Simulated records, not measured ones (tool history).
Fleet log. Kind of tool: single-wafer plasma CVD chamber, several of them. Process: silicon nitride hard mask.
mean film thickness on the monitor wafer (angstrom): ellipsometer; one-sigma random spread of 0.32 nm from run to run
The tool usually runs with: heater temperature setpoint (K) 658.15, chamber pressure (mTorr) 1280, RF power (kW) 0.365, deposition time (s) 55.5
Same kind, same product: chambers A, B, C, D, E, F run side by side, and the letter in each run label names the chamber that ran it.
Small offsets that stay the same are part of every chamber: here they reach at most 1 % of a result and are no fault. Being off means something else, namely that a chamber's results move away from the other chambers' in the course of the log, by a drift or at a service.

| run | hour | heater temperature setpoint (K) | chamber pressure (mTorr) | RF power (kW) | deposition time (s) | read-back reference wafer on the same gauge, thickness_nm | mean film thickness on the monitor wafer (angstrom) |
|---|---|---|---|---|---|---|---|
| 1C | 6.6 | 658.15 | 1280 | 0.365 | 55.5 | 68.574 | 684.07 |
| 2D | 17.3 | 658.15 | 1280 | 0.365 | 55.5 | 68.511 | 678.77 |
| 3A | 24.9 | 658.15 | 1280 | 0.365 | 55.5 | 68.463 | 681.58 |
| 4F | 34.6 | 658.15 | 1280 | 0.365 | 55.5 | 68.425 | 675.86 |
| 5E | 43.8 | 652.15 | 1550 | 0.365 | 55.5 | 68.420 | 732.86 |
| 6B | 49.1 | 652.15 | 1550 | 0.365 | 55.5 | 68.531 | 717.22 |
| 7F | 55.6 | 652.15 | 1550 | 0.365 | 55.5 | 68.502 | 722.97 |
|  | 60.3 | chamber B: capacitance manometer re-zeroed and calibrated |
| 8A | 64.0 | 652.15 | 1550 | 0.365 | 55.5 | 68.430 | 731.98 |
| 9B | 71.3 | 652.15 | 1550 | 0.365 | 55.5 | 68.545 | 715.62 |
| 10D | 82.0 | 652.15 | 1550 | 0.365 | 55.5 | 68.454 | 716.18 |
| 11C | 88.7 | 658.15 | 1280 | 0.365 | 55.5 | 68.468 | 680.63 |
| 12E | 94.2 | 658.15 | 1280 | 0.365 | 55.5 | 68.493 | 688.45 |
| 13C | 104.0 | 658.15 | 1280 | 0.365 | 55.5 | 68.581 | 681.00 |
| 14E | 114.0 | 658.15 | 1280 | 0.365 | 55.5 | 68.536 | 685.84 |
| 15D | 121.9 | 658.15 | 1280 | 0.365 | 55.5 | 68.528 | 676.33 |
| 16B | 130.5 | 658.15 | 1280 | 0.365 | 55.5 | 68.490 | 680.36 |
| 17F | 139.2 | 665.15 | 1540 | 0.365 | 55.5 | 68.528 | 709.90 |
| 18A | 149.9 | 665.15 | 1540 | 0.365 | 55.5 | 68.499 | 718.24 |
| 19B | 160.5 | 665.15 | 1540 | 0.365 | 55.5 | 68.509 | 719.86 |
| 20F | 166.9 | 665.15 | 1540 | 0.365 | 55.5 | 68.383 | 703.25 |
| 21C | 177.3 | 665.15 | 1540 | 0.365 | 55.5 | 68.520 | 721.50 |
| 22A | 182.8 | 665.15 | 1540 | 0.365 | 55.5 | 68.459 | 715.74 |
| 23D | 190.5 | 658.15 | 1280 | 0.365 | 55.5 | 68.516 | 676.97 |
| 24E | 201.4 | 658.15 | 1280 | 0.365 | 55.5 | 68.470 | 685.96 |
| 25E | 211.6 | 658.15 | 980 | 0.365 | 55.5 | 68.452 | 630.28 |
| 26C | 216.6 | 658.15 | 980 | 0.365 | 55.5 | 68.465 | 630.26 |
| 27D | 221.6 | 658.15 | 980 | 0.365 | 55.5 | 68.504 | 618.76 |
| 28F | 227.3 | 658.15 | 980 | 0.365 | 55.5 | 68.486 | 604.69 |
| 29B | 234.8 | 658.15 | 980 | 0.365 | 55.5 | 68.516 | 620.09 |
| 30A | 242.3 | 658.15 | 980 | 0.365 | 55.5 | 68.560 | 629.36 |
| 31F | 253.1 | 658.15 | 1280 | 0.365 | 55.5 | 68.377 | 655.16 |
| 32C | 257.8 | 658.15 | 1280 | 0.365 | 55.5 | 68.490 | 680.59 |
| 33E | 266.7 | 658.15 | 1280 | 0.365 | 55.5 | 68.484 | 687.75 |
| 34D | 272.3 | 658.15 | 1280 | 0.365 | 55.5 | 68.543 | 682.54 |
| 35B | 280.0 | 658.15 | 1280 | 0.365 | 55.5 | 68.537 | 675.08 |
| 36A | 290.7 | 658.15 | 1280 | 0.365 | 55.5 | 68.410 | 680.14 |
| 37C | 299.6 | 658.15 | 1280 | 0.365 | 55.5 | 68.563 | 682.79 |
| 38F | 308.2 | 658.15 | 1280 | 0.365 | 55.5 | 68.524 | 650.46 |
| 39A | 316.7 | 658.15 | 1280 | 0.365 | 55.5 | 68.566 | 682.84 |
| 40D | 324.7 | 658.15 | 1280 | 0.365 | 55.5 | 68.503 | 676.26 |
| 41E | 329.5 | 658.15 | 1280 | 0.365 | 55.5 | 68.468 | 683.44 |

All 6 chambers run these settings next. Forecast each chamber's results:
| 42A | 337.3 | 658.15 | 1280 | 0.365 | 48.5 |  | ? |
| 42B | 337.3 | 658.15 | 1280 | 0.365 | 48.5 |  | ? |
| 42C | 337.3 | 658.15 | 1280 | 0.365 | 48.5 |  | ? |
| 42D | 337.3 | 658.15 | 1280 | 0.365 | 48.5 |  | ? |
| 42E | 337.3 | 658.15 | 1280 | 0.365 | 48.5 |  | ? |
| 42F | 337.3 | 658.15 | 1280 | 0.365 | 48.5 |  | ? |

| run | mean film thickness on the monitor wafer (angstrom) |
|---|---|
| 42A | 597.32 |
| 42B | 595.56 |
| 42C | 598.28 |
| 42D | 590.92 |
| 42E | 600.43 |
| 42F | 561.05 |

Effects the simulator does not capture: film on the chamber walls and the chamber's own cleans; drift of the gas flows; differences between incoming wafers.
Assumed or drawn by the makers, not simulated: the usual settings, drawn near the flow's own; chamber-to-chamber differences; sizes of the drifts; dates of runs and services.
